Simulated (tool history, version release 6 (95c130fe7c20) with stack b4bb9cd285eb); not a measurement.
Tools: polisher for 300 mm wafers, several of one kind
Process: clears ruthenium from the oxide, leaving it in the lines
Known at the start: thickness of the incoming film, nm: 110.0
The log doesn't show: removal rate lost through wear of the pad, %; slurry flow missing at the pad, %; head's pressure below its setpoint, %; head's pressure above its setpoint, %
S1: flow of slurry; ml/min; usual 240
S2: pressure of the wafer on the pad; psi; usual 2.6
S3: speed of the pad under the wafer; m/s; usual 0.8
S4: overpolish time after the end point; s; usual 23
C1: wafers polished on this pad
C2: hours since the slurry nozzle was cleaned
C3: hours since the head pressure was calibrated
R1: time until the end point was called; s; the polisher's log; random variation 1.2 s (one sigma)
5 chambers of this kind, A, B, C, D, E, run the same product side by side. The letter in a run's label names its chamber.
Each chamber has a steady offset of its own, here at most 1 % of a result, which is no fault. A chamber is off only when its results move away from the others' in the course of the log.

{"hour": 4.2, "done": "chamber D: worn pad replaced by a new one"}
{"hour": 4.5, "done": "chamber A: worn pad replaced by a new one"}
{"run": "1E", "hour": 5.3, "S1": 240, "S2": 2.6, "S3": 0.8, "S4": 23, "C1": 631, "C2": 462.4, "C3": 420.0, "R1": 93.013}
{"run": "2B", "hour": 12.2, "S1": 240, "S2": 2.6, "S3": 0.8, "S4": 23, "C1": 290, "C2": 591.9, "C3": 84.5, "R1": 89.567}
{"hour": 19.7, "done": "chamber C: slurry nozzle cleaned"}
{"hour": 20.1, "done": "chamber C: worn pad replaced by a new one"}
{"run": "3D", "hour": 22.1, "S1": 240, "S2": 2.6, "S3": 0.8, "S4": 23, "C1": 143, "C2": 392.1, "C3": 36.2, "R1": 91.027}
{"run": "4C", "hour": 28.1, "S1": 240, "S2": 2.6, "S3": 0.8, "S4": 23, "C1": 63, "C2": 8.5, "C3": 251.8, "R1": 90.144}
{"hour": 32.9, "done": "chamber E: worn pad replaced by a new one"}
{"run": "5A", "hour": 38.7, "S1": 240, "S2": 2.6, "S3": 0.8, "S4": 23, "C1": 273, "C2": 441.3, "C3": 594.9, "R1": 91.314}
{"hour": 40.1, "done": "chamber E: head pressure recalibrated"}
{"run": "6D", "hour": 47.5, "S1": 240, "S2": 2.6, "S3": 0.8, "S4": 23, "C1": 346, "C2": 417.5, "C3": 61.6, "R1": 91.42}
{"run": "7C", "hour": 55.0, "S1": 240, "S2": 2.6, "S3": 0.8, "S4": 23, "C1": 279, "C2": 35.4, "C3": 278.7, "R1": 92.919}
{"run": "8B", "hour": 61.7, "S1": 240, "S2": 3.5, "S3": 0.8, "S4": 23, "C1": 686, "C2": 641.4, "C3": 134.0, "R1": 67.331}
{"hour": 71.9, "done": "chamber D: worn pad replaced by a new one"}
{"run": "9E", "hour": 73.0, "S1": 240, "S2": 3.5, "S3": 0.8, "S4": 23, "C1": 321, "C2": 530.1, "C3": 32.9, "R1": 68.177}
{"run": "10A", "hour": 79.4, "S1": 240, "S2": 3.5, "S3": 0.8, "S4": 23, "C1": 599, "C2": 482.0, "C3": 635.6, "R1": 67.844}
{"run": "11E", "hour": 90.6, "S1": 240, "S2": 3.5, "S3": 0.8, "S4": 23, "C1": 461, "C2": 547.7, "C3": 50.5, "R1": 68.147}
{"run": "12C", "hour": 100.2, "S1": 240, "S2": 3.5, "S3": 0.8, "S4": 23, "C1": 640, "C2": 80.6, "C3": 323.9, "R1": 67.297}
{"hour": 108.5, "done": "chamber C: worn pad replaced by a new one"}
{"run": "13D", "hour": 111.4, "S1": 240, "S2": 2.6, "S3": 0.8, "S4": 23, "C1": 316, "C2": 481.4, "C3": 125.5, "R1": 92.844}
{"hour": 112.8, "done": "chamber B: worn pad replaced by a new one"}
{"run": "14B", "hour": 118.9, "S1": 240, "S2": 2.6, "S3": 0.8, "S4": 23, "C1": 49, "C2": 698.6, "C3": 191.2, "R1": 91.089}
{"hour": 119.1, "done": "chamber A: slurry nozzle cleaned"}
{"hour": 128.0, "done": "chamber E: slurry nozzle cleaned"}
{"hour": 129.7, "done": "chamber D: worn pad replaced by a new one"}
{"run": "15A", "hour": 130.7, "S1": 240, "S2": 2.6, "S3": 0.8, "S4": 23, "C1": 1009, "C2": 11.6, "C3": 686.9, "R1": 91.446}
{"run": "16C", "hour": 138.8, "S1": 240, "S2": 2.6, "S3": 0.8, "S4": 23, "C1": 242, "C2": 119.2, "C3": 362.5, "R1": 92.186}
{"hour": 146.3, "done": "chamber A: worn pad replaced by a new one"}
{"run": "17A", "hour": 146.8, "S1": 240, "S2": 2.6, "S3": 0.8, "S4": 23, "C1": 4, "C2": 27.7, "C3": 703.0, "R1": 92.183}
{"hour": 147.6, "done": "chamber E: worn pad replaced by a new one"}
{"hour": 156.7, "done": "chamber C: head pressure recalibrated"}
{"run": "18B", "hour": 157.9, "S1": 240, "S2": 2.6, "S3": 0.8, "S4": 23, "C1": 360, "C2": 737.6, "C3": 230.2, "R1": 91.351}
{"run": "19E", "hour": 164.2, "S1": 240, "S2": 2.6, "S3": 0.8, "S4": 23, "C1": 132, "C2": 36.3, "C3": 124.1, "R1": 94.126}
{"hour": 168.0, "done": "chamber B: slurry nozzle cleaned"}
{"run": "20D", "hour": 172.7, "S1": 240, "S2": 2.6, "S3": 0.8, "S4": 23, "C1": 344, "C2": 542.7, "C3": 186.8, "R1": 93.733}
{"run": "21D", "hour": 183.2, "S1": 240, "S2": 2.6, "S3": 0.8, "S4": 23, "C1": 427, "C2": 553.2, "C3": 197.3, "R1": 93.127}
{"hour": 188.0, "done": "chamber C: worn pad replaced by a new one"}
{"run": "22E", "hour": 193.6, "S1": 240, "S2": 2.6, "S3": 0.8, "S4": 23, "C1": 367, "C2": 65.7, "C3": 153.5, "R1": 92.581}
{"hour": 199.0, "done": "chamber D: worn pad replaced by a new one"}
{"run": "23B", "hour": 203.3, "S1": 240, "S2": 2.6, "S3": 0.8, "S4": 23, "C1": 723, "C2": 35.3, "C3": 275.6, "R1": 93.512}
{"run": "24C", "hour": 213.4, "S1": 240, "S2": 2.6, "S3": 0.8, "S4": 23, "C1": 203, "C2": 193.8, "C3": 56.7, "R1": 103.45}
{"run": "25A", "hour": 222.1, "S1": 240, "S2": 2.6, "S3": 0.8, "S4": 23, "C1": 606, "C2": 103.0, "C3": 778.3, "R1": 91.03}
{"run": "26B", "hour": 228.3, "S1": 240, "S2": 2.6, "S3": 0.8, "S4": 23, "C1": 923, "C2": 60.3, "C3": 300.6, "R1": 92.929}
{"run": "27E", "hour": 233.8, "S1": 240, "S2": 2.6, "S3": 0.8, "S4": 23, "C1": 689, "C2": 105.9, "C3": 193.7, "R1": 92.33}
{"run": "28D", "hour": 242.5, "S1": 240, "S2": 2.6, "S3": 0.8, "S4": 23, "C1": 348, "C2": 612.5, "C3": 256.6, "R1": 92.504}
{"run": "29A", "hour": 253.4, "S1": 240, "S2": 2.6, "S3": 0.8, "S4": 23, "C1": 856, "C2": 134.3, "C3": 809.6, "R1": 89.324}
{"hour": 262.2, "done": "chamber A: worn pad replaced by a new one"}
{"run": "30C", "hour": 265.0, "S1": 240, "S2": 2.6, "S3": 0.8, "S4": 23, "C1": 615, "C2": 245.4, "C3": 108.3, "R1": 104.59}
{"run": "31C", "hour": 275.3, "S1": 240, "S2": 2.6, "S3": 0.8, "S4": 23, "C1": 698, "C2": 255.7, "C3": 118.6, "R1": 104.5}
{"hour": 282.9, "done": "chamber E: worn pad replaced by a new one"}
{"run": "32E", "hour": 283.0, "S1": 240, "S2": 2.6, "S3": 0.8, "S4": 23, "C1": 1, "C2": 155.1, "C3": 242.9, "R1": 91.783}
{"run": "33A", "hour": 293.1, "S1": 240, "S2": 2.6, "S3": 0.8, "S4": 23, "C1": 247, "C2": 174.0, "C3": 849.3, "R1": 91.975}

Is one chamber off against the others, does the gauge drift, or is nothing wrong? If a chamber is off, say which, and what the likeliest cause is.

A service left chamber C off against the others.
Cause: head's pressure below its setpoint, % = 10.8.

Here are 4 candidates for chamber C's next run, each the usual settings with a change, their results left as question marks. Which one brings its results back in line with what the others give on the usual settings?
In line means no further than this from the other chambers' mean on the usual settings: R1 4.300 s
{"run": "34C-1", "hour": 301.5, "S1": 235, "S2": 2.3, "S3": 0.7, "S4": 23, "R1": "?"}
{"run": "34C-2", "hour": 301.5, "S1": 240, "S2": 2.8, "S3": 0.86, "S4": 23, "R1": "?"}
{"run": "34C-3", "hour": 301.5, "S1": 235, "S2": 2.6, "S3": 0.7, "S4": 23, "R1": "?"}
{"run": "34C-4", "hour": 301.5, "S1": 240, "S2": 3.3, "S3": 0.8, "S4": 23, "R1": "?"}

The other chambers' mean on the usual settings: R1 92.149 s
run=34C-1 R1=135.310
run=34C-2 R1=90.412
run=34C-3 R1=119.780
run=34C-4 R1=82.510
34C-2 brings the chamber back in line.

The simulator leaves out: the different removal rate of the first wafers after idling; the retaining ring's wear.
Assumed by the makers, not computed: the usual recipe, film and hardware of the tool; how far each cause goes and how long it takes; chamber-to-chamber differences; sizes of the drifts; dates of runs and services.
